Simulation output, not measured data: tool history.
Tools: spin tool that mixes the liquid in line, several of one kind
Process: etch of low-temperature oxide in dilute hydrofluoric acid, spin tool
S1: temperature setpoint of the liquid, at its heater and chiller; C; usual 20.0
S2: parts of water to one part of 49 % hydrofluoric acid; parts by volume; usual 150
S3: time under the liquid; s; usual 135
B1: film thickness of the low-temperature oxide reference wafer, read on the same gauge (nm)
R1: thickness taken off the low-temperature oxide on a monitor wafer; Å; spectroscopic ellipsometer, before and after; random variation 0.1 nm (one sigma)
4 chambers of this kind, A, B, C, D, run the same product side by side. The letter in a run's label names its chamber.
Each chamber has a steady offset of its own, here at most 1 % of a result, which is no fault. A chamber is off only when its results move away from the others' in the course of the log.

| run | hour | S1 | S2 | S3 | B1 | R1 |
|---|---|---|---|---|---|---|
| 1A | 3.2 | 20.0 | 150 | 135 | 50.027 | 116.160 |
| 2C | 6.5 | 20.0 | 150 | 135 | 50.016 | 118.470 |
| 3B | 11.1 | 20.0 | 150 | 135 | 49.994 | 115.000 |
| 4D | 15.9 | 20.0 | 150 | 135 | 50.048 | 116.840 |
| 5B | 20.5 | 17.5 | 80 | 135 | 49.977 | 213.320 |
| 6A | 23.5 | 17.5 | 80 | 135 | 50.047 | 207.090 |
| 7C | 27.5 | 17.5 | 80 | 135 | 50.009 | 211.600 |
| 8D | 30.5 | 17.5 | 80 | 135 | 50.012 | 212.220 |
| 9A | 36.7 | 20.0 | 185 | 135 | 50.035 | 92.582 |
| 10D | 42.0 | 20.0 | 185 | 135 | 50.012 | 91.995 |
| 11B | 46.1 | 20.0 | 185 | 135 | 50.019 | 90.582 |
| 12C | 50.8 | 20.0 | 185 | 135 | 50.016 | 90.350 |
| 13D | 56.3 | 20.0 | 150 | 135 | 50.017 | 117.290 |
| 14A | 60.3 | 20.0 | 150 | 135 | 49.988 | 117.340 |
| 15C | 64.9 | 20.0 | 150 | 135 | 49.996 | 115.260 |
| 16B | 70.5 | 20.0 | 150 | 135 | 49.993 | 114.310 |
| 17B | 75.3 | 20.0 | 150 | 135 | 50.008 | 114.470 |
| 18D | 81.1 | 20.0 | 150 | 135 | 50.009 | 115.250 |
| 19A | 84.5 | 20.0 | 150 | 135 | 50.030 | 116.210 |
| 20C | 89.2 | 20.0 | 150 | 135 | 50.008 | 114.200 |
| 21D | 95.1 | 20.0 | 195 | 170 | 49.971 | 106.810 |
| 22C | 98.0 | 20.0 | 195 | 170 | 49.984 | 106.220 |
| 23A | 102.7 | 20.0 | 195 | 170 | 50.010 | 108.970 |
| 24B | 107.6 | 20.0 | 195 | 170 | 49.989 | 104.700 |
| 25D | 111.6 | 20.0 | 150 | 135 | 49.940 | 116.230 |
| 26C | 117.5 | 20.0 | 150 | 135 | 50.015 | 109.900 |
| 27B | 121.5 | 20.0 | 150 | 135 | 50.003 | 114.800 |
| 28A | 127.7 | 20.0 | 150 | 135 | 50.008 | 118.610 |
| 29A | 131.2 | 17.0 | 210 | 135 | 49.992 | 71.425 |
| 30D | 135.7 | 17.0 | 210 | 135 | 50.019 | 69.816 |
| 31C | 139.7 | 17.0 | 210 | 135 | 49.987 | 65.161 |
| 32B | 145.2 | 17.0 | 210 | 135 | 50.012 | 68.862 |
| 33B | 148.7 | 20.0 | 210 | 55 | 49.973 | 32.158 |
|  | 149.1 | chamber D: hydrofluoric acid flow meter replaced |
| 34D | 153.1 | 20.0 | 210 | 55 | 50.011 | 31.977 |
| 35C | 159.2 | 20.0 | 210 | 55 | 50.024 | 29.320 |
| 36A | 162.9 | 20.0 | 210 | 55 | 50.011 | 31.554 |
| 37B | 168.3 | 20.0 | 150 | 135 | 49.959 | 116.900 |
| 38C | 172.5 | 20.0 | 150 | 135 | 49.975 | 104.340 |

Is one chamber off against the others, does the gauge drift, or is nothing wrong? If a chamber is off, say which, and what the likeliest cause is.

Chamber C drifts away from the others.
Cause: hydrofluoric acid flow below the setpoint (%) = 8.6.
The log may not tell that from: liquid colder than its thermometer reads (K).

Here are 4 candidates for chamber C's next run, each the usual settings with a change, their results left as question marks. Which one brings its results back in line with what the others give on the usual settings?
In line means no further than this from the other chambers' mean on the usual settings: R1 3.600 Å
| 39C-1 | 176.9 | 20.0 | 145 | 145 |  | ? |
| 39C-2 | 176.9 | 20.0 | 150 | 120 |  | ? |
| 39C-3 | 176.9 | 21.5 | 150 | 135 |  | ? |
| 39C-4 | 176.9 | 18.5 | 150 | 135 |  | ? |

The other chambers' mean on the usual settings: R1 116.380 Å
| run | R1 |
|---|---|
| 39C-1 | 116.930 |
| 39C-2 | 93.039 |
| 39C-3 | 111.040 |
| 39C-4 | 98.570 |
39C-1 brings the chamber back in line.
